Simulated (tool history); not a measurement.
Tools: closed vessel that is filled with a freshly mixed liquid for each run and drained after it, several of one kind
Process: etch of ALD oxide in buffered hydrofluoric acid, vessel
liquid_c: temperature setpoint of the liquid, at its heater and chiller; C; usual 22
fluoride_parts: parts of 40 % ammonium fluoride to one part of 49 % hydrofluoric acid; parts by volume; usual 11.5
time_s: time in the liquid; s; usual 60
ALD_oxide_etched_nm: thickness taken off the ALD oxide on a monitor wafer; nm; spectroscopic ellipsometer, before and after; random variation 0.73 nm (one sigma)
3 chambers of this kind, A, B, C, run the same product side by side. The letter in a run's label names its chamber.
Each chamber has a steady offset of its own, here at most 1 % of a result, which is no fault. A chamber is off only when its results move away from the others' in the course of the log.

run	hour	liquid_c	fluoride_parts	time_s	hours since the thermometer was replaced	hours since the hydrofluoric acid flow meter was replaced	read-back film thickness of the ALD oxide reference wafer, read on the same gauge (nm)	ALD_oxide_etched_nm
1B	7.8	22	11.5	60	313.3	130.6	30.004	81.709
2A	17.9	22	11.5	60	555.5	1561.8	29.991	81.731
3C	25.0	22	11.5	60	1108.4	1075.5	29.986	81.433
4B	32.5	22	11.5	60	338.0	155.3	29.977	82.155
# hour 33.3: chamber A: hydrofluoric acid flow meter replaced
5C	42.2	22	11.5	60	1125.6	1092.7	29.986	81.309
6A	51.4	22	11.5	60	589.0	18.1	29.984	82.435
7C	61.5	22	11.5	60	1144.9	1112.0	30.016	80.707
8B	69.5	22	11.5	60	375.0	192.3	29.991	80.873
9A	77.7	22	11.5	60	615.3	44.4	29.973	83.019
10C	87.1	22	11.5	60	1170.5	1137.6	29.991	81.232
11B	93.0	26	11.5	35	398.5	215.8	30.020	59.299
12A	102.2	26	11.5	35	639.8	68.9	29.991	59.695
13C	109.1	26	11.5	35	1192.5	1159.6	30.021	58.773
14A	114.9	22	11.5	60	652.5	81.6	29.980	81.477
15B	124.4	22	11.5	60	429.9	247.2	30.016	80.605
16B	136.0	22	11.5	60	441.5	258.8	30.015	81.357
17A	145.6	22	11.5	60	683.2	112.3	29.983	82.024
18C	151.5	22	15.5	80	1234.9	1202.0	30.009	77.604
19A	158.6	22	15.5	80	696.2	125.3	29.992	82.453
20C	166.7	22	15.5	80	1250.1	1217.2	29.991	77.388
21B	173.0	22	11.5	60	478.5	295.8	30.014	80.988
22B	182.3	22	11.5	60	487.8	305.1	30.001	81.707
23C	191.9	22	11.5	60	1275.3	1242.4	29.995	76.704
24A	200.4	22	11.5	60	738.0	167.1	30.004	82.171
25A	208.8	22	11.5	60	746.4	175.5	29.986	81.795
26B	214.8	22	11.5	60	520.3	337.6	30.001	81.445
27C	224.7	22	11.5	60	1308.1	1275.2	30.013	76.999
28B	230.6	22	11.5	60	536.1	353.4	30.002	80.259
29A	236.7	22	11.5	60	774.3	203.4	30.016	82.808
30C	242.9	22	11.5	60	1326.3	1293.4	29.978	75.071
31B	252.4	17	11.5	50	557.9	375.2	30.012	51.279

Next, every chamber runs the same settings. What will each give?
32A	260.6	22	11.5	60				?
32B	260.6	22	11.5	60				?
32C	260.6	22	11.5	60				?

run	ALD_oxide_etched_nm
32A	82.707
32B	82.234
32C	73.949
